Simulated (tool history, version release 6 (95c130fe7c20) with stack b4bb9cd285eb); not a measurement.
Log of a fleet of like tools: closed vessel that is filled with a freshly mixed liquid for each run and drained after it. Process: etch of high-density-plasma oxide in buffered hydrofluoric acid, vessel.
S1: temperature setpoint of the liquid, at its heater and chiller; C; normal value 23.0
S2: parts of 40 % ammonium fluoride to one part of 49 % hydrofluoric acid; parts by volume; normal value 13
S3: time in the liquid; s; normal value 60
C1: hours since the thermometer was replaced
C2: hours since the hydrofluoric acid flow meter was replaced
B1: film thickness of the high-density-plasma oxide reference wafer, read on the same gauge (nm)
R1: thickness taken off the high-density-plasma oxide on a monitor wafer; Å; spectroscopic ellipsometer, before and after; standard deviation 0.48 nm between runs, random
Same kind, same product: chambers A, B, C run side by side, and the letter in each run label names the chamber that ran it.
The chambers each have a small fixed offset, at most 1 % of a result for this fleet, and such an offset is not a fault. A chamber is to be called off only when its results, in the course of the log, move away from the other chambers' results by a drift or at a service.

run	day	S1	S2	S3	C1	C2	B1	R1
1A	0.292	23.0	13	60	1346.6	218.8	110.00	895.57
2B	0.575	23.0	13	60	721.7	62.9	110.01	897.65
3C	0.912	23.0	13	60	1380.9	1197.0	110.00	892.33
4A	1.375	23.0	13	60	1372.6	244.8	110.00	884.87
5B	1.779	23.0	13	60	750.6	91.8	109.99	895.96
6C	2.142	23.0	11	60	1410.4	1226.5	109.99	1057.60
7A	2.583	23.0	11	60	1401.6	273.8	109.98	1055.10
8B	3.129	23.0	11	60	783.0	124.2	110.00	1061.90
9C	3.642	21.0	13	60	1446.4	1262.5	109.98	801.19
10A	3.971	21.0	13	60	1434.9	307.1	110.02	800.11
11C	4.242	21.0	13	60	1460.8	1276.9	109.98	808.23
12B	4.692	23.0	13	60	820.5	161.7	110.01	893.27
13B	4.996	23.0	13	60	827.8	169.0	110.00	905.32
14C	5.312	23.0	13	60	1486.5	1302.6	110.01	898.86
15A	5.592	23.0	13	60	1473.8	346.0	109.99	890.18
16A	6.004	23.0	13	60	1483.7	355.9	110.01	888.87
17C	6.396	23.0	13	60	1512.5	1328.6	109.99	896.24
18B	6.696	23.0	13	60	868.6	209.8	109.99	900.24
19C	7.058	23.0	13	60	1528.4	1344.5	110.01	894.26
20B	7.575	23.0	13	60	889.7	230.9	110.01	909.22
# day 7.767: chamber A: thermometer replaced
21A	8.025	23.0	13	60	6.3	404.4	109.98	888.41
22B	8.517	23.0	13	60	912.3	253.5	110.00	899.67
23C	9.038	23.0	13	60	1575.9	1392.0	110.00	892.54
24A	9.529	20.5	13	85	42.4	440.5	110.00	1098.60

Is one chamber out of step, is the gauge drifting, or do the chambers differ by no more than their own small offsets? For an off chamber, give its letter and the likeliest cause.

Neither any chamber nor the gauge drifts; the chambers differ only by their own small, steady offsets.
